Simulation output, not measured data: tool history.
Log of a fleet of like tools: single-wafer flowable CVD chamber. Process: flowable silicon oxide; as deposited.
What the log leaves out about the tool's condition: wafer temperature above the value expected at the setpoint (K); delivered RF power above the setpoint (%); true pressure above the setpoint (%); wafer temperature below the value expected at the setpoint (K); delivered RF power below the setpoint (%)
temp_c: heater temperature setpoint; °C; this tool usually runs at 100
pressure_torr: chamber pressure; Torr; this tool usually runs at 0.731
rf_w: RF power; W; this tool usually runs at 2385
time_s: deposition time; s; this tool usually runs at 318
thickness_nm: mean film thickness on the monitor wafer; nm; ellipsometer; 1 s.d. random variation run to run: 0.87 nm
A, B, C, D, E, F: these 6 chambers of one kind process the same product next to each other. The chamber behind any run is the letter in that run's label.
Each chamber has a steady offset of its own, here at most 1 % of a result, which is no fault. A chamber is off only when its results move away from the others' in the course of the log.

run,day,temp_c,pressure_torr,rf_w,time_s,hours since the last thermocouple change,hours since the last RF generator calibration,hours since the last manometer calibration,"read-back reference wafer on the same gauge, thickness_nm",thickness_nm
1F,0.154,100,0.731,2385,318,230.6,513,1470.9,190.12,176.53
2A,0.446,100,0.731,2385,318,1490.8,1545.9,819.9,189.77,177.05
3B,0.725,100,0.731,2385,318,431.1,257.6,588.3,189.78,174.01
4E,1.021,100,0.731,2385,318,256.4,285.7,2213,190.21,179.34
5D,1.25,100,0.731,2385,318,607.4,1002.9,456.9,189.91,175.88
6C,1.575,100,0.731,2385,318,265.5,719.1,787.5,190.08,175.46
7E,1.871,100,0.731,2385,318,276.8,306.1,2233.4,189.96,178.15
8A,2.133,100,0.731,2385,318,1531.3,1586.4,860.4,189.88,177.21
# day 2.271: chamber A: RF generator calibrated
9C,2.433,100,0.731,2385,318,286.1,739.7,808.1,190.17,174.72
10D,2.708,100,0.731,2385,318,642.4,1037.9,491.9,190.13,176.45
11B,2.888,100,0.731,2385,318,483,309.5,640.2,189.93,176.9
12F,3.212,100,0.731,2385,318,304,586.4,1544.3,190.11,177.63
13E,3.367,100,0.731,2385,318,312.7,342,2269.3,189.93,178.64
14C,3.671,100,0.731,2385,318,315.8,769.4,837.8,189.74,175.46
15F,3.979,100,0.731,2385,318,322.4,604.8,1562.7,189.7,180.4
16B,4.125,110,0.731,2625,318,512.7,339.2,669.9,190.06,126.67
17D,4.412,110,0.731,2625,318,683.3,1078.8,532.8,189.77,127.17
18A,4.638,110,0.731,2625,318,1591.4,56.8,920.5,190.28,128.89
19B,4.833,110,0.731,2625,318,529.7,356.2,686.9,190.1,127.39
20F,5.054,110,0.731,2625,318,348.2,630.6,1588.5,190.03,131.84
21A,5.246,110,0.731,2625,318,1606,71.4,935.1,190.04,129.34
22E,5.433,100,0.731,2385,318,362.3,391.6,2318.9,189.96,178.55
23C,5.746,100,0.731,2385,318,365.6,819.2,887.6,189.87,176
24D,5.971,100,0.731,2385,318,720.7,1116.2,570.2,189.95,176.59
25E,6.171,100,0.731,2385,318,380,409.3,2336.6,190.11,179.1
26D,6.354,100,0.731,2385,318,729.9,1125.4,579.4,190.08,175.77
# day 6.558: chamber E: capacitance manometer re-zeroed and calibrated
27B,6.6,100,0.839,2385,318,572.1,398.6,729.3,189.8,209.56
28A,6.883,100,0.839,2385,318,1645.3,110.7,974.4,190.02,212.54
29C,7.154,100,0.839,2385,318,399.4,853,921.4,190.25,209.34
30F,7.371,100,0.839,2385,318,403.8,686.2,1644.1,190.2,222.31
31A,7.542,100,0.839,2385,318,1661.1,126.5,990.2,189.8,211.25
32E,7.688,100,0.839,2385,318,416.4,445.7,27.1,190.4,213.1
33B,7.892,100,0.731,2385,318,603.1,429.6,760.3,190,176.59
34F,8.067,100,0.731,2385,318,420.5,702.9,1660.8,190.08,185.11
35C,8.25,100,0.731,2385,318,425.7,879.3,947.7,190.15,175.46
36D,8.438,100,0.731,2385,318,779.9,1175.4,629.4,189.88,176.27
37A,8.638,107,0.731,2385,265,1687.4,152.8,1016.5,189.95,117.68
38C,8.838,107,0.731,2385,265,439.8,893.4,961.8,190.15,115.21
39E,9.012,107,0.731,2385,265,448.2,477.5,58.9,190.3,116.11
40B,9.333,107,0.731,2385,265,637.7,464.2,794.9,189.94,116.01

Next, all 6 chambers run the settings below, one line each with question marks for the results. What does each chamber give?
41A,9.575,100,0.614,2385,318,,,,,?
41B,9.575,100,0.614,2385,318,,,,,?
41C,9.575,100,0.614,2385,318,,,,,?
41D,9.575,100,0.614,2385,318,,,,,?
41E,9.575,100,0.614,2385,318,,,,,?
41F,9.575,100,0.614,2385,318,,,,,?

run,thickness_nm
41A,139.98
41B,138.92
41C,139.74
41D,141.06
41E,140.68
41F,148.1
